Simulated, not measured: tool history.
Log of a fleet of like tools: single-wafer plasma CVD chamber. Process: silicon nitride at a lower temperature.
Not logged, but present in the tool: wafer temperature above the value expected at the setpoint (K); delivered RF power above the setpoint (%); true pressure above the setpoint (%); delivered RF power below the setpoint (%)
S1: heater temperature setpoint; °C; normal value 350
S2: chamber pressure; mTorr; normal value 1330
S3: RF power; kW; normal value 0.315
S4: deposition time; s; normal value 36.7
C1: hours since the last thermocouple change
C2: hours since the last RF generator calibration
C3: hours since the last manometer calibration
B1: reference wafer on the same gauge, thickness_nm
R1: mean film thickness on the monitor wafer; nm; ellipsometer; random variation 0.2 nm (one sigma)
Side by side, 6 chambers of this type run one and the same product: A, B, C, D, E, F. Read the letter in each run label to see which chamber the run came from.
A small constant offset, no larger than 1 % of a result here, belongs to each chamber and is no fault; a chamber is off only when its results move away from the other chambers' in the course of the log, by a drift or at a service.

run   hour   S1    S2     S3    S4      C1      C2      C3      B1      R1
 1D    4.0  350  1330  0.315  36.7  1470.8   174.0  1722.7  37.224  42.128
 2E    9.4  350  1330  0.315  36.7  2420.7   555.9   719.6  37.196  42.023
 3C   12.5  350  1330  0.315  36.7   383.1   630.4  1486.6  37.173  42.128
 4B   17.7  350  1330  0.315  36.7   256.9  1355.3  2125.3  37.199  41.844
 5F   22.0  350  1330  0.315  36.7   827.8   825.6  1238.0  37.225  42.363
 6A   25.2  350  1460  0.315  42.1  1946.6   760.7  1907.2  37.209  49.251
 7B   27.9  350  1460  0.315  42.1   267.1  1365.5  2135.5  37.200  49.269
 8F   32.9  350  1460  0.315  42.1   838.7   836.5  1248.9  37.151  50.357
 9C   37.2  350  1460  0.315  42.1   407.8   655.1  1511.3  37.207  49.693
10D   40.7  350  1460  0.315  42.1  1507.5   210.7  1759.4  37.224  49.532
11E   44.8  350  1460  0.315  42.1  2456.1   591.3   755.0  37.240  49.752
12A   48.5  350  1330  0.315  36.7  1969.9   784.0  1930.5  37.244  41.836
13C   52.0  350  1330  0.315  36.7   422.6   669.9  1526.1  37.174  42.198
14A   55.7  350  1330  0.315  36.7  1977.1   791.2  1937.7  37.151  42.161
15E   60.0  350  1330  0.315  36.7  2471.3   606.5   770.2  37.216  42.379
      60.2  -- chamber E: thermocouple changed; heater temperature recalibrated
16F   63.3  350  1330  0.315  36.7   869.1   866.9  1279.3  37.244  41.993
17B   67.7  356  1540  0.315  36.7   306.9  1405.3  2175.3  37.182  43.542
18D   73.0  356  1540  0.315  36.7  1539.8   243.0  1791.7  37.158  43.834
19B   75.9  356  1540  0.315  36.7   315.1  1413.5  2183.5  37.194  43.353
20F   80.8  356  1540  0.315  36.7   886.6   884.4  1296.8  37.201  43.835
21E   83.6  356  1540  0.315  36.7    23.5   630.1   793.8  37.242  43.623
22C   88.3  356  1540  0.315  36.7   458.9   706.2  1562.4  37.189  43.678
      88.7  -- chamber F: capacitance manometer re-zeroed and calibrated
23D   94.3  350  1330  0.315  36.7  1561.1   264.3  1813.0  37.222  42.249
24A   99.0  350  1330  0.315  36.7  2020.4   834.5  1981.0  37.181  42.230
25A  102.0  350  1330  0.315  36.7  2023.4   837.5  1984.0  37.186  41.869
26C  105.1  350  1330  0.315  36.7   475.7   723.0  1579.2  37.174  42.024
27B  109.8  350  1330  0.315  36.7   349.0  1447.4  2217.4  37.216  41.837
28E  115.6  350  1330  0.315  39.7    55.5   662.1   825.8  37.223  45.613
29D  119.8  350  1330  0.315  39.7  1586.6   289.8  1838.5  37.213  45.390
30F  123.1  350  1330  0.315  39.7   928.9   926.7    34.5  37.196  45.727
31F  125.8  350  1330  0.315  39.7   931.6   929.4    37.2  37.147  45.558
32A  129.6  350  1330  0.315  39.7  2051.0   865.1  2011.6  37.214  45.675
33D  133.0  350  1330  0.315  39.7  1599.8   303.0  1851.7  37.204  45.848
34E  136.1  350  1330  0.315  36.7    76.0   682.6   846.3  37.151  41.953
35C  140.8  342  1460  0.315  36.7   511.4   758.7  1614.9  37.185  43.460
36B  145.1  342  1460  0.315  36.7   384.3  1482.7  2252.7  37.206  43.073
37D  149.1  342  1460  0.315  36.7  1615.9   319.1  1867.8  37.231  43.644
38E  153.5  342  1460  0.315  36.7    93.4   700.0   863.7  37.226  43.194
39B  156.1  342  1460  0.315  36.7   395.3  1493.7  2263.7  37.180  43.587
40C  162.1  342  1460  0.315  36.7   532.7   780.0  1636.2  37.203  43.387
41F  166.1  350  1330  0.315  36.7   971.9   969.7    77.5  37.195  42.092

Which is it: a chamber that has drifted or been left off by a service, a gauge drift common to all chambers, or only each chamber's usual small offset? If a chamber is off, name it and its likeliest cause.

No chamber is off and the gauge is stable; the differences are just each chamber's small, constant offset.
